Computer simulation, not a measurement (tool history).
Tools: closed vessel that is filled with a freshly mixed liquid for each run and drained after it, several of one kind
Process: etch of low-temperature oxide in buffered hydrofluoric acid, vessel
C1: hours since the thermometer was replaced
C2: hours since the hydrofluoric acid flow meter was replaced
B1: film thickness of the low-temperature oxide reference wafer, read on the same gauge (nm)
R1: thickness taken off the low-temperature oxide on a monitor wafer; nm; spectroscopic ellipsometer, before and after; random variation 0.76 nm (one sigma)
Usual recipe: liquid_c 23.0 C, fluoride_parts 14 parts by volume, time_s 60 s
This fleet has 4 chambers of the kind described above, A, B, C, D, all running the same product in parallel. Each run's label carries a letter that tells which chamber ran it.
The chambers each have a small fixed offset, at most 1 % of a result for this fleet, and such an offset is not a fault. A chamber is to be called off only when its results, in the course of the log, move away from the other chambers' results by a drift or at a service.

run 1A day=0.271 | liquid_c=23.0 fluoride_parts=14 time_s=60 | C1=448.5 C2=384.1 | B1=90.014 | R1=101.970
run 2D day=0.617 | liquid_c=23.0 fluoride_parts=14 time_s=60 | C1=1253.8 C2=391.6 | B1=90.018 | R1=103.120
run 3B day=1.079 | liquid_c=23.0 fluoride_parts=14 time_s=60 | C1=452.2 C2=399.6 | B1=89.990 | R1=103.530
run 4C day=1.400 | liquid_c=23.0 fluoride_parts=14 time_s=60 | C1=178.5 C2=42.8 | B1=89.983 | R1=103.380
run 5C day=1.683 | liquid_c=23.0 fluoride_parts=14 time_s=60 | C1=185.3 C2=49.6 | B1=89.987 | R1=103.800
run 6B day=2.171 | liquid_c=23.0 fluoride_parts=14 time_s=60 | C1=478.4 C2=425.8 | B1=89.990 | R1=105.570
run 7A day=2.712 | liquid_c=23.0 fluoride_parts=14 time_s=60 | C1=507.1 C2=442.7 | B1=89.987 | R1=102.720
run 8D day=3.138 | liquid_c=23.0 fluoride_parts=14 time_s=60 | C1=1314.3 C2=452.1 | B1=89.995 | R1=104.250
run 9B day=3.496 | liquid_c=23.0 fluoride_parts=14 time_s=60 | C1=510.2 C2=457.6 | B1=90.016 | R1=103.280
run 10C day=3.925 | liquid_c=23.0 fluoride_parts=14 time_s=60 | C1=239.1 C2=103.4 | B1=90.036 | R1=102.180
run 11A day=4.333 | liquid_c=23.0 fluoride_parts=14 time_s=60 | C1=546.0 C2=481.6 | B1=90.001 | R1=101.840
run 12D day=4.712 | liquid_c=23.0 fluoride_parts=14 time_s=60 | C1=1352.1 C2=489.9 | B1=89.990 | R1=102.950
run 13A day=5.262 | liquid_c=23.0 fluoride_parts=14 time_s=60 | C1=568.3 C2=503.9 | B1=90.015 | R1=102.090
run 14D day=5.633 | liquid_c=23.0 fluoride_parts=19 time_s=60 | C1=1374.2 C2=512.0 | B1=90.027 | R1=76.077
run 15B day=6.158 | liquid_c=23.0 fluoride_parts=19 time_s=60 | C1=574.1 C2=521.5 | B1=90.010 | R1=78.286
run 16C day=6.429 | liquid_c=23.0 fluoride_parts=19 time_s=60 | C1=299.2 C2=163.5 | B1=90.001 | R1=77.191
run 17C day=6.767 | liquid_c=23.0 fluoride_parts=19 time_s=60 | C1=307.3 C2=171.6 | B1=89.974 | R1=76.562
run 18D day=7.250 | liquid_c=26.5 fluoride_parts=14 time_s=35 | C1=1413.0 C2=550.8 | B1=90.011 | R1=72.601
run 19B day=7.792 | liquid_c=26.5 fluoride_parts=14 time_s=35 | C1=613.3 C2=560.7 | B1=89.988 | R1=75.272
run 20A day=8.246 | liquid_c=26.5 fluoride_parts=14 time_s=35 | C1=639.9 C2=575.5 | B1=89.987 | R1=72.521
run 21D day=8.754 | liquid_c=26.5 fluoride_parts=14 time_s=35 | C1=1449.1 C2=586.9 | B1=90.010 | R1=73.416
run 22C day=9.229 | liquid_c=23.0 fluoride_parts=14 time_s=60 | C1=366.4 C2=230.7 | B1=89.984 | R1=101.980
run 23B day=9.650 | liquid_c=23.0 fluoride_parts=14 time_s=60 | C1=657.9 C2=605.3 | B1=90.001 | R1=108.210
-- day=9.821 chamber D: hydrofluoric acid flow meter replaced
run 24A day=10.150 | liquid_c=23.0 fluoride_parts=14 time_s=60 | C1=685.6 C2=621.2 | B1=90.016 | R1=101.490
run 25B day=10.571 | liquid_c=23.0 fluoride_parts=14 time_s=60 | C1=680.0 C2=627.4 | B1=89.987 | R1=109.170
run 26D day=10.900 | liquid_c=23.0 fluoride_parts=14 time_s=60 | C1=1500.6 C2=25.9 | B1=89.987 | R1=104.520
run 27C day=11.217 | liquid_c=23.0 fluoride_parts=14 time_s=60 | C1=414.1 C2=278.4 | B1=90.011 | R1=102.830
-- day=11.354 chamber D: thermometer replaced
run 28A day=11.496 | liquid_c=23.0 fluoride_parts=14 time_s=60 | C1=717.9 C2=653.5 | B1=89.982 | R1=102.640
run 29B day=11.838 | liquid_c=23.0 fluoride_parts=14 time_s=60 | C1=710.4 C2=657.8 | B1=90.005 | R1=111.530
run 30D day=12.183 | liquid_c=23.0 fluoride_parts=14 time_s=60 | C1=20.0 C2=56.7 | B1=90.003 | R1=102.570
run 31A day=12.446 | liquid_c=23.0 fluoride_parts=14 time_s=60 | C1=740.7 C2=676.3 | B1=90.013 | R1=102.460

All 4 chambers run these settings next. Forecast each chamber's results:
run 32A day=12.854 | liquid_c=23.0 fluoride_parts=14 time_s=75 | R1=?
run 32B day=12.854 | liquid_c=23.0 fluoride_parts=14 time_s=75 | R1=?
run 32C day=12.854 | liquid_c=23.0 fluoride_parts=14 time_s=75 | R1=?
run 32D day=12.854 | liquid_c=23.0 fluoride_parts=14 time_s=75 | R1=?

run=32A R1=128.500
run=32B R1=141.070
run=32C R1=130.240
run=32D R1=129.350

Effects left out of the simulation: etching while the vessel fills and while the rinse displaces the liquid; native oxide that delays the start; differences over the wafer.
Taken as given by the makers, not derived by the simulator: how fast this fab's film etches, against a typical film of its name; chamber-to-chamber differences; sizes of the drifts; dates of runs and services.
